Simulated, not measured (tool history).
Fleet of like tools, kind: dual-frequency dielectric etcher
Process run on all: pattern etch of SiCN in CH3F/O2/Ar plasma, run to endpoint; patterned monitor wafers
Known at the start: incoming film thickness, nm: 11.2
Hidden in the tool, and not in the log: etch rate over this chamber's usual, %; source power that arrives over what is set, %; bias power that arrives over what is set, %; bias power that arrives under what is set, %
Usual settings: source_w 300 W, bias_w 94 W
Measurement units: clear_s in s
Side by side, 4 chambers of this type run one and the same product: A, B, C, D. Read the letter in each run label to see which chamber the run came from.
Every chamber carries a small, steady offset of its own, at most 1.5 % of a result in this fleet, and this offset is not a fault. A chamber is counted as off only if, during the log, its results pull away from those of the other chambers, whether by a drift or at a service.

run   hour  source_w  bias_w  hours since the last wet clean  hours since the last source power generator calibration  hours since the last bias power generator calibration  clear_s
 1B    6.7       300      94                           141.7                                                    317.6                                                 1372.7   30.159
 2D   10.5       300      94                           303.9                                                   1383.8                                                 1254.9   29.699
 3A   17.5       300      94                            65.1                                                   1070.4                                                 1678.7   29.886
 4C   23.1       300      94                           427.6                                                   2390.5                                                  264.7   29.892
 5B   29.4       340      94                           164.4                                                    340.3                                                 1395.4   28.602
 6D   34.7       340      94                           328.1                                                     1408                                                 1279.1   28.338
 7C   41.3       340      94                           445.8                                                   2408.7                                                  282.9   28.453
 8A   46.2       340      94                            93.8                                                   1099.1                                                 1707.4   28.493
 9D   49.8       370     113                           343.2                                                   1423.1                                                 1294.2   25.794
10A   54.1       370     113                           101.7                                                     1107                                                 1715.3   25.792
11B   60.1       370     113                           195.1                                                      371                                                 1426.1   25.854
12C   64.8       370     113                           469.3                                                   2432.2                                                  306.4   25.672
13A   71.2       300      94                           118.8                                                   1124.1                                                 1732.4   29.913
14D   76.8       300      94                           370.2                                                   1450.1                                                 1321.2   29.654
15B   81.2       300      94                           216.2                                                    392.1                                                 1447.2   29.538
16C   84.2       300      71                           488.7                                                   2451.6                                                  325.8   33.083
17D   88.1       300      71                           381.5                                                   1461.4                                                 1332.5   33.114
18C   92.7       300      71                           497.2                                                   2460.1                                                  334.3   33.363
19B   99.4       300      71                           234.4                                                    410.3                                                 1465.4   32.417
20A    105       300      94                           152.6                                                   1157.9                                                 1766.2   29.936
21D  110.3       300      94                           403.7                                                   1483.6                                                 1354.7   29.721
22B  116.1       300      94                           251.1                                                      427                                                 1482.1   28.948
23A  121.9       300      94                           169.5                                                   1174.8                                                 1783.1   29.753
24C  124.9       300      94                           529.4                                                   2492.3                                                  366.5    29.82
25A  128.5       300      94                           176.1                                                   1181.4                                                 1789.7   29.868
26B  134.3       300      94                           269.3                                                    445.2                                                 1500.3    28.62

The same settings go to every chamber for the next run, one line per chamber below. Forecast the results for each:
27A  139.3       300      75                                                                                                                                                        ?
27B  139.3       300      75                                                                                                                                                        ?
27C  139.3       300      75                                                                                                                                                        ?
27D  139.3       300      75                                                                                                                                                        ?

run  clear_s
27A   32.425
27B   31.097
27C   32.677
27D   32.449
